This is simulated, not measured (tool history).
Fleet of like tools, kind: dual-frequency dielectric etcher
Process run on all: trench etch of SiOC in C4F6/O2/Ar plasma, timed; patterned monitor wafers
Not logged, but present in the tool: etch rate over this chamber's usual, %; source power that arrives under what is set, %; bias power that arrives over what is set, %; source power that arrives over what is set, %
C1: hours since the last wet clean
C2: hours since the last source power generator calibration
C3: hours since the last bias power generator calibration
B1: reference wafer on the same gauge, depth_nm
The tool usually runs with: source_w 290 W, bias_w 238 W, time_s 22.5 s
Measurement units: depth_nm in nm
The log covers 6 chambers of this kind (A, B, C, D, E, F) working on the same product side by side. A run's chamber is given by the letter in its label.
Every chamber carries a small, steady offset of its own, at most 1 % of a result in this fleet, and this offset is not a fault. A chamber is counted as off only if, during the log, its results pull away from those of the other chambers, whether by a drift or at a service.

{"run": "1D", "hour": 5.9, "source_w": 290, "bias_w": 238, "time_s": 22.5, "C1": 482.7, "C2": 2265.1, "C3": 2399.6, "B1": 50.192, "depth_nm": 45.066}
{"run": "2F", "hour": 10.2, "source_w": 290, "bias_w": 238, "time_s": 22.5, "C1": 217.7, "C2": 120.5, "C3": 539.8, "B1": 50.221, "depth_nm": 44.891}
{"run": "3B", "hour": 14.3, "source_w": 290, "bias_w": 238, "time_s": 22.5, "C1": 416.4, "C2": 1937.6, "C3": 1997.1, "B1": 50.204, "depth_nm": 45.1}
{"run": "4E", "hour": 17.8, "source_w": 290, "bias_w": 238, "time_s": 22.5, "C1": 362.6, "C2": 1334.7, "C3": 1331.7, "B1": 50.228, "depth_nm": 45.239}
{"run": "5C", "hour": 20.6, "source_w": 290, "bias_w": 238, "time_s": 22.5, "C1": 278.2, "C2": 1260.1, "C3": 2133, "B1": 50.216, "depth_nm": 45.552}
{"hour": 24.0, "done": "chamber E: wet clean of the chamber"}
{"run": "6A", "hour": 24.2, "source_w": 290, "bias_w": 238, "time_s": 22.5, "C1": 294.3, "C2": 712.4, "C3": 782.7, "B1": 50.203, "depth_nm": 45.247}
{"run": "7D", "hour": 29.2, "source_w": 290, "bias_w": 238, "time_s": 22.5, "C1": 506, "C2": 2288.4, "C3": 2422.9, "B1": 50.21, "depth_nm": 45.171}
{"run": "8B", "hour": 33.8, "source_w": 290, "bias_w": 238, "time_s": 22.5, "C1": 435.9, "C2": 1957.1, "C3": 2016.6, "B1": 50.217, "depth_nm": 45.24}
{"run": "9A", "hour": 36.4, "source_w": 290, "bias_w": 238, "time_s": 22.5, "C1": 306.5, "C2": 724.6, "C3": 794.9, "B1": 50.235, "depth_nm": 44.846}
{"run": "10C", "hour": 40.0, "source_w": 290, "bias_w": 238, "time_s": 20, "C1": 297.6, "C2": 1279.5, "C3": 2152.4, "B1": 50.209, "depth_nm": 40.277}
{"run": "11E", "hour": 45.1, "source_w": 290, "bias_w": 238, "time_s": 20, "C1": 21.1, "C2": 1362, "C3": 1359, "B1": 50.178, "depth_nm": 40.048}
{"run": "12F", "hour": 49.1, "source_w": 290, "bias_w": 238, "time_s": 20, "C1": 256.6, "C2": 159.4, "C3": 578.7, "B1": 50.192, "depth_nm": 40.201}
{"hour": 51.4, "done": "chamber D: wet clean of the chamber"}
{"run": "13B", "hour": 52.2, "source_w": 290, "bias_w": 238, "time_s": 20, "C1": 454.3, "C2": 1975.5, "C3": 2035, "B1": 50.145, "depth_nm": 40.063}
{"run": "14D", "hour": 56.8, "source_w": 290, "bias_w": 238, "time_s": 20, "C1": 5.5, "C2": 2316, "C3": 2450.5, "B1": 50.194, "depth_nm": 41.396}
{"run": "15C", "hour": 60.1, "source_w": 290, "bias_w": 238, "time_s": 20, "C1": 317.7, "C2": 1299.6, "C3": 2172.5, "B1": 50.246, "depth_nm": 40.613}
{"run": "16A", "hour": 64.9, "source_w": 290, "bias_w": 238, "time_s": 22.5, "C1": 335, "C2": 753.1, "C3": 823.4, "B1": 50.189, "depth_nm": 45.392}
{"run": "17E", "hour": 69.7, "source_w": 290, "bias_w": 238, "time_s": 22.5, "C1": 45.7, "C2": 1386.6, "C3": 1383.6, "B1": 50.183, "depth_nm": 45.26}
{"run": "18F", "hour": 73.3, "source_w": 290, "bias_w": 238, "time_s": 16.5, "C1": 280.8, "C2": 183.6, "C3": 602.9, "B1": 50.235, "depth_nm": 33.108}
{"run": "19F", "hour": 76.6, "source_w": 290, "bias_w": 238, "time_s": 16.5, "C1": 284.1, "C2": 186.9, "C3": 606.2, "B1": 50.205, "depth_nm": 33.089}
{"run": "20B", "hour": 80.8, "source_w": 290, "bias_w": 238, "time_s": 16.5, "C1": 482.9, "C2": 2004.1, "C3": 2063.6, "B1": 50.225, "depth_nm": 33.082}
{"run": "21D", "hour": 85.2, "source_w": 290, "bias_w": 238, "time_s": 16.5, "C1": 33.9, "C2": 2344.4, "C3": 2478.9, "B1": 50.179, "depth_nm": 33.908}
{"run": "22E", "hour": 88.3, "source_w": 290, "bias_w": 238, "time_s": 16.5, "C1": 64.3, "C2": 1405.2, "C3": 1402.2, "B1": 50.202, "depth_nm": 33.202}
{"run": "23A", "hour": 92.6, "source_w": 290, "bias_w": 238, "time_s": 16.5, "C1": 362.7, "C2": 780.8, "C3": 851.1, "B1": 50.165, "depth_nm": 33.234}
{"run": "24C", "hour": 97.2, "source_w": 290, "bias_w": 238, "time_s": 22.5, "C1": 354.8, "C2": 1336.7, "C3": 2209.6, "B1": 50.181, "depth_nm": 45.347}
{"run": "25D", "hour": 101.3, "source_w": 340, "bias_w": 238, "time_s": 22.5, "C1": 50, "C2": 2360.5, "C3": 2495, "B1": 50.188, "depth_nm": 48.983}
{"run": "26A", "hour": 106.6, "source_w": 340, "bias_w": 238, "time_s": 22.5, "C1": 376.7, "C2": 794.8, "C3": 865.1, "B1": 50.233, "depth_nm": 48.057}
{"run": "27E", "hour": 109.8, "source_w": 340, "bias_w": 238, "time_s": 22.5, "C1": 85.8, "C2": 1426.7, "C3": 1423.7, "B1": 50.216, "depth_nm": 48.576}
{"run": "28F", "hour": 112.6, "source_w": 340, "bias_w": 238, "time_s": 22.5, "C1": 320.1, "C2": 222.9, "C3": 642.2, "B1": 50.202, "depth_nm": 47.892}
{"run": "29C", "hour": 117.7, "source_w": 340, "bias_w": 238, "time_s": 22.5, "C1": 375.3, "C2": 1357.2, "C3": 2230.1, "B1": 50.214, "depth_nm": 48.457}
{"run": "30B", "hour": 123.6, "source_w": 340, "bias_w": 238, "time_s": 22.5, "C1": 525.7, "C2": 2046.9, "C3": 2106.4, "B1": 50.255, "depth_nm": 47.726}
{"run": "31E", "hour": 128.6, "source_w": 290, "bias_w": 238, "time_s": 22.5, "C1": 104.6, "C2": 1445.5, "C3": 1442.5, "B1": 50.195, "depth_nm": 45.663}
{"run": "32D", "hour": 132.9, "source_w": 290, "bias_w": 238, "time_s": 22.5, "C1": 81.6, "C2": 2392.1, "C3": 2526.6, "B1": 50.207, "depth_nm": 46.213}
{"run": "33C", "hour": 137.8, "source_w": 290, "bias_w": 238, "time_s": 22.5, "C1": 395.4, "C2": 1377.3, "C3": 2250.2, "B1": 50.158, "depth_nm": 45.641}
{"run": "34A", "hour": 141.6, "source_w": 290, "bias_w": 238, "time_s": 22.5, "C1": 411.7, "C2": 829.8, "C3": 900.1, "B1": 50.17, "depth_nm": 45.29}
{"run": "35F", "hour": 147.0, "source_w": 290, "bias_w": 238, "time_s": 22.5, "C1": 354.5, "C2": 257.3, "C3": 676.6, "B1": 50.195, "depth_nm": 45.02}
{"run": "36B", "hour": 151.5, "source_w": 290, "bias_w": 238, "time_s": 22.5, "C1": 553.6, "C2": 2074.8, "C3": 2134.3, "B1": 50.182, "depth_nm": 44.943}
{"run": "37F", "hour": 155.9, "source_w": 290, "bias_w": 238, "time_s": 22.5, "C1": 363.4, "C2": 266.2, "C3": 685.5, "B1": 50.224, "depth_nm": 45.295}
{"run": "38E", "hour": 161.3, "source_w": 290, "bias_w": 238, "time_s": 22.5, "C1": 137.3, "C2": 1478.2, "C3": 1475.2, "B1": 50.182, "depth_nm": 45.217}
{"run": "39C", "hour": 164.3, "source_w": 290, "bias_w": 238, "time_s": 22.5, "C1": 421.9, "C2": 1403.8, "C3": 2276.7, "B1": 50.177, "depth_nm": 45.19}

Next, all 6 chambers run the settings below, one line each with question marks for the results. What does each chamber give?
{"run": "40A", "hour": 168.6, "source_w": 290, "bias_w": 238, "time_s": 22.5, "depth_nm": "?"}
{"run": "40B", "hour": 168.6, "source_w": 290, "bias_w": 238, "time_s": 22.5, "depth_nm": "?"}
{"run": "40C", "hour": 168.6, "source_w": 290, "bias_w": 238, "time_s": 22.5, "depth_nm": "?"}
{"run": "40D", "hour": 168.6, "source_w": 290, "bias_w": 238, "time_s": 22.5, "depth_nm": "?"}
{"run": "40E", "hour": 168.6, "source_w": 290, "bias_w": 238, "time_s": 22.5, "depth_nm": "?"}
{"run": "40F", "hour": 168.6, "source_w": 290, "bias_w": 238, "time_s": 22.5, "depth_nm": "?"}

run=40A depth_nm=45.133
run=40B depth_nm=44.97
run=40C depth_nm=45.262
run=40D depth_nm=46.335
run=40E depth_nm=45.276
run=40F depth_nm=44.836

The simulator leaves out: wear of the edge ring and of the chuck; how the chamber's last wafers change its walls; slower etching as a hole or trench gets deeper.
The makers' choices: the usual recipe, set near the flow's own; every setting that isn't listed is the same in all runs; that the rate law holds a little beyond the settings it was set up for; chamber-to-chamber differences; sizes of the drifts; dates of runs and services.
